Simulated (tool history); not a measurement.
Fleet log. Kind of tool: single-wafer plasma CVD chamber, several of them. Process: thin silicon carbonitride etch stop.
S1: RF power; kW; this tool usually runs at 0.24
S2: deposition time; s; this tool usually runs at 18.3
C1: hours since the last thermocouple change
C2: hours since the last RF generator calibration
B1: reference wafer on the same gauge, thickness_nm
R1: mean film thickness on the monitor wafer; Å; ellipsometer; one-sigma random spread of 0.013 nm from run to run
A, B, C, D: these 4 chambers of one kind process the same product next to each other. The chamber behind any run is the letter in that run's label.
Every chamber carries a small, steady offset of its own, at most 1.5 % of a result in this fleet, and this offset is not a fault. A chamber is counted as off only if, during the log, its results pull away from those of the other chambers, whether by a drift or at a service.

| run | hour | S1 | S2 | C1 | C2 | B1 | R1 |
|---|---|---|---|---|---|---|---|
| 1C | 6.6 | 0.24 | 18.3 | 901.3 | 298.8 | 10.302 | 111.47 |
| 2D | 12.3 | 0.24 | 18.3 | 926.2 | 1171.3 | 10.301 | 111.19 |
| 3B | 19.2 | 0.24 | 18.3 | 2030.7 | 1031 | 10.303 | 110.89 |
| 4A | 26 | 0.24 | 18.3 | 602.5 | 1609.1 | 10.305 | 109.83 |
| 5D | 29.8 | 0.24 | 18.3 | 943.7 | 1188.8 | 10.305 | 111.23 |
| 6B | 33.6 | 0.24 | 18.3 | 2045.1 | 1045.4 | 10.304 | 110.95 |
| 7C | 39.1 | 0.24 | 18.3 | 933.8 | 331.3 | 10.308 | 111.46 |
| 8A | 46.6 | 0.24 | 18.3 | 623.1 | 1629.7 | 10.31 | 109.63 |
| 9A | 49.9 | 0.24 | 18.3 | 626.4 | 1633 | 10.313 | 109.81 |
| 10C | 54.2 | 0.24 | 18.3 | 948.9 | 346.4 | 10.313 | 111.61 |
| 11B | 58.2 | 0.24 | 15.8 | 2069.7 | 1070 | 10.313 | 95.719 |
| 12D | 62.8 | 0.24 | 15.8 | 976.7 | 1221.8 | 10.315 | 95.909 |
| 13C | 67.2 | 0.24 | 15.8 | 961.9 | 359.4 | 10.314 | 96.204 |
| 14D | 71.7 | 0.24 | 15.8 | 985.6 | 1230.7 | 10.316 | 95.915 |
| 15B | 76.3 | 0.24 | 18.3 | 2087.8 | 1088.1 | 10.315 | 110.76 |
| 16A | 81.1 | 0.24 | 18.3 | 657.6 | 1664.2 | 10.319 | 109.81 |
| 17C | 85.2 | 0.24 | 20.2 | 979.9 | 377.4 | 10.317 | 123.25 |
| 18D | 89.1 | 0.24 | 20.2 | 1003 | 1248.1 | 10.318 | 122.8 |
| 19B | 95.2 | 0.24 | 20.2 | 2106.7 | 1107 | 10.319 | 122.33 |
| 20A | 100.3 | 0.24 | 20.2 | 676.8 | 1683.4 | 10.322 | 121.29 |
| 21C | 104.7 | 0.24 | 18.3 | 999.4 | 396.9 | 10.32 | 111.59 |
| 22B | 111.2 | 0.24 | 18.3 | 2122.7 | 1123 | 10.327 | 110.88 |
| 23D | 116.2 | 0.24 | 18.3 | 1030.1 | 1275.2 | 10.327 | 111.18 |
| 24A | 119.6 | 0.24 | 18.3 | 696.1 | 1702.7 | 10.324 | 109.99 |
| 25B | 124.1 | 0.24 | 19.9 | 2135.6 | 1135.9 | 10.327 | 120.67 |
| 26D | 128.7 | 0.24 | 19.9 | 1042.6 | 1287.7 | 10.33 | 121.14 |
| 27C | 132.1 | 0.24 | 19.9 | 1026.8 | 424.3 | 10.327 | 121.39 |
| 28A | 136.2 | 0.24 | 19.9 | 712.7 | 1719.3 | 10.331 | 119.54 |
| 29D | 141.4 | 0.24 | 18.3 | 1055.3 | 1300.4 | 10.331 | 111.33 |
| 30B | 144.6 | 0.24 | 18.3 | 2156.1 | 1156.4 | 10.332 | 110.94 |
| 31A | 148.7 | 0.24 | 18.3 | 725.2 | 1731.8 | 10.331 | 110.07 |
| 32C | 154.6 | 0.24 | 18.3 | 1049.3 | 446.8 | 10.336 | 111.68 |
| 33D | 161.6 | 0.275 | 18.3 | 1075.5 | 1320.6 | 10.337 | 116.38 |
| 34B | 165.2 | 0.275 | 18.3 | 2176.7 | 1177 | 10.339 | 115.67 |
| 35C | 168.7 | 0.275 | 18.3 | 1063.4 | 460.9 | 10.336 | 116.42 |
| 36A | 175.8 | 0.275 | 18.3 | 752.3 | 1758.9 | 10.341 | 114.61 |
| 37D | 179.3 | 0.24 | 15.1 | 1093.2 | 1338.3 | 10.338 | 91.935 |
| 38A | 185.6 | 0.24 | 15.1 | 762.1 | 1768.7 | 10.343 | 90.893 |
| 39B | 191.2 | 0.24 | 15.1 | 2202.7 | 1203 | 10.339 | 91.703 |
| 40C | 197.2 | 0.24 | 15.1 | 1091.9 | 489.4 | 10.343 | 92.402 |
| 41A | 203 | 0.24 | 18.3 | 779.5 | 1786.1 | 10.344 | 109.91 |
| 42D | 208.5 | 0.24 | 18.3 | 1122.4 | 1367.5 | 10.345 | 111.62 |
| 43B | 213.3 | 0.26 | 18.3 | 2224.8 | 1225.1 | 10.348 | 114.09 |

Next, all 4 chambers run the settings below, one line each with question marks for the results. What does each chamber give?
| 44A | 218.7 | 0.24 | 15.8 |  |  |  | ? |
| 44B | 218.7 | 0.24 | 15.8 |  |  |  | ? |
| 44C | 218.7 | 0.24 | 15.8 |  |  |  | ? |
| 44D | 218.7 | 0.24 | 15.8 |  |  |  | ? |

| run | R1 |
|---|---|
| 44A | 94.976 |
| 44B | 95.888 |
| 44C | 96.66 |
| 44D | 96.319 |

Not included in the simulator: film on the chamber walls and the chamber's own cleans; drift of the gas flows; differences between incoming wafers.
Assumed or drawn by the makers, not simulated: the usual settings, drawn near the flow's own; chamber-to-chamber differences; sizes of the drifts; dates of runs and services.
